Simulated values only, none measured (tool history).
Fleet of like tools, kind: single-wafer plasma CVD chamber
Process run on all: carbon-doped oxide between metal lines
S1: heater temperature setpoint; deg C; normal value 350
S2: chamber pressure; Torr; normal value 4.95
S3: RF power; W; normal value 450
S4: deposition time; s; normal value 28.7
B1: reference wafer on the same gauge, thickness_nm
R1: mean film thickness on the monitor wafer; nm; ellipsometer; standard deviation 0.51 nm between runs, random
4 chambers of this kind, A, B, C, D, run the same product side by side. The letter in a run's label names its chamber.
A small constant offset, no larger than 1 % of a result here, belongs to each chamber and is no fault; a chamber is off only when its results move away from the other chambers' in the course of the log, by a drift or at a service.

run 1B day=0.296 | S1=350 S2=4.95 S3=450 S4=28.7 | B1=114.02 | R1=137.29
run 2C day=0.733 | S1=350 S2=4.95 S3=450 S4=28.7 | B1=114 | R1=136.7
run 3D day=1.125 | S1=350 S2=4.95 S3=450 S4=28.7 | B1=114.01 | R1=136.47
-- day=1.133 chamber A: thermocouple changed; heater temperature recalibrated
run 4A day=1.558 | S1=350 S2=4.95 S3=450 S4=28.7 | B1=114.08 | R1=135.44
run 5B day=1.971 | S1=350 S2=4.95 S3=450 S4=28.7 | B1=114.07 | R1=137.03
run 6C day=2.521 | S1=350 S2=4.95 S3=450 S4=28.7 | B1=113.99 | R1=136.22
run 7D day=2.85 | S1=350 S2=4.95 S3=450 S4=28.7 | B1=114.03 | R1=136.52
-- day=3.35 chamber A: RF generator calibrated
run 8A day=3.433 | S1=350 S2=4.95 S3=450 S4=28.7 | B1=114.05 | R1=135.98
run 9A day=3.783 | S1=350 S2=4.95 S3=450 S4=28.7 | B1=113.95 | R1=135.72
run 10D day=4.388 | S1=350 S2=4.95 S3=450 S4=28.7 | B1=113.96 | R1=136.93
run 11C day=4.671 | S1=350 S2=4.95 S3=450 S4=28.7 | B1=113.96 | R1=135.6
run 12B day=5.042 | S1=350 S2=4.95 S3=450 S4=28.7 | B1=113.96 | R1=136.87
run 13D day=5.379 | S1=350 S2=4.95 S3=450 S4=28.7 | B1=113.94 | R1=137.21
run 14B day=5.717 | S1=350 S2=4.95 S3=500 S4=26.8 | B1=113.99 | R1=137.52
run 15C day=6.146 | S1=350 S2=4.95 S3=500 S4=26.8 | B1=113.96 | R1=137.12
run 16A day=6.533 | S1=350 S2=4.95 S3=500 S4=26.8 | B1=114 | R1=136.04
run 17C day=6.862 | S1=350 S2=4.95 S3=500 S4=26.8 | B1=113.99 | R1=136.04
run 18B day=7.167 | S1=350 S2=4.95 S3=450 S4=28.7 | B1=114.01 | R1=137.47
run 19A day=7.504 | S1=350 S2=4.95 S3=450 S4=28.7 | B1=113.93 | R1=136.37
run 20D day=8.029 | S1=350 S2=4.95 S3=450 S4=28.7 | B1=114.07 | R1=136.85
-- day=8.504 chamber D: RF generator calibrated
run 21D day=8.642 | S1=350 S2=4.95 S3=450 S4=28.7 | B1=113.99 | R1=135.86
run 22A day=9.267 | S1=364 S2=4.95 S3=450 S4=28.7 | B1=113.98 | R1=130.66
run 23B day=9.733 | S1=364 S2=4.95 S3=450 S4=28.7 | B1=114.03 | R1=132.5
run 24C day=10.017 | S1=364 S2=4.95 S3=450 S4=28.7 | B1=113.98 | R1=130.88
run 25C day=10.446 | S1=364 S2=4.95 S3=450 S4=28.7 | B1=114.09 | R1=130.82
run 26D day=10.746 | S1=350 S2=4.95 S3=450 S4=28.7 | B1=113.89 | R1=137.37
run 27A day=11.304 | S1=350 S2=4.95 S3=450 S4=28.7 | B1=113.98 | R1=137.26
run 28B day=11.696 | S1=350 S2=4.95 S3=450 S4=28.7 | B1=114.02 | R1=137.66
run 29A day=12.233 | S1=350 S2=4.95 S3=450 S4=28.7 | B1=114.06 | R1=136.41
run 30D day=12.562 | S1=350 S2=4.95 S3=450 S4=28.7 | B1=113.92 | R1=136.66
run 31C day=12.983 | S1=350 S2=4.95 S3=450 S4=28.7 | B1=114.04 | R1=135.87
run 32B day=13.575 | S1=350 S2=4.95 S3=450 S4=28.7 | B1=114.03 | R1=138.02
run 33B day=13.871 | S1=350 S2=4.95 S3=450 S4=28.7 | B1=113.95 | R1=137.38
run 34C day=14.242 | S1=350 S2=4.95 S3=450 S4=28.7 | B1=113.9 | R1=137.03
run 35A day=14.712 | S1=350 S2=4.95 S3=450 S4=28.7 | B1=114.01 | R1=135.9

One chamber off, gauge drift, or nothing amiss beyond the chambers' own small offsets? If it is a chamber, which one, and what is the likeliest cause?

The fleet is healthy, with each chamber sitting at its usual small offset and no drift in the gauge.
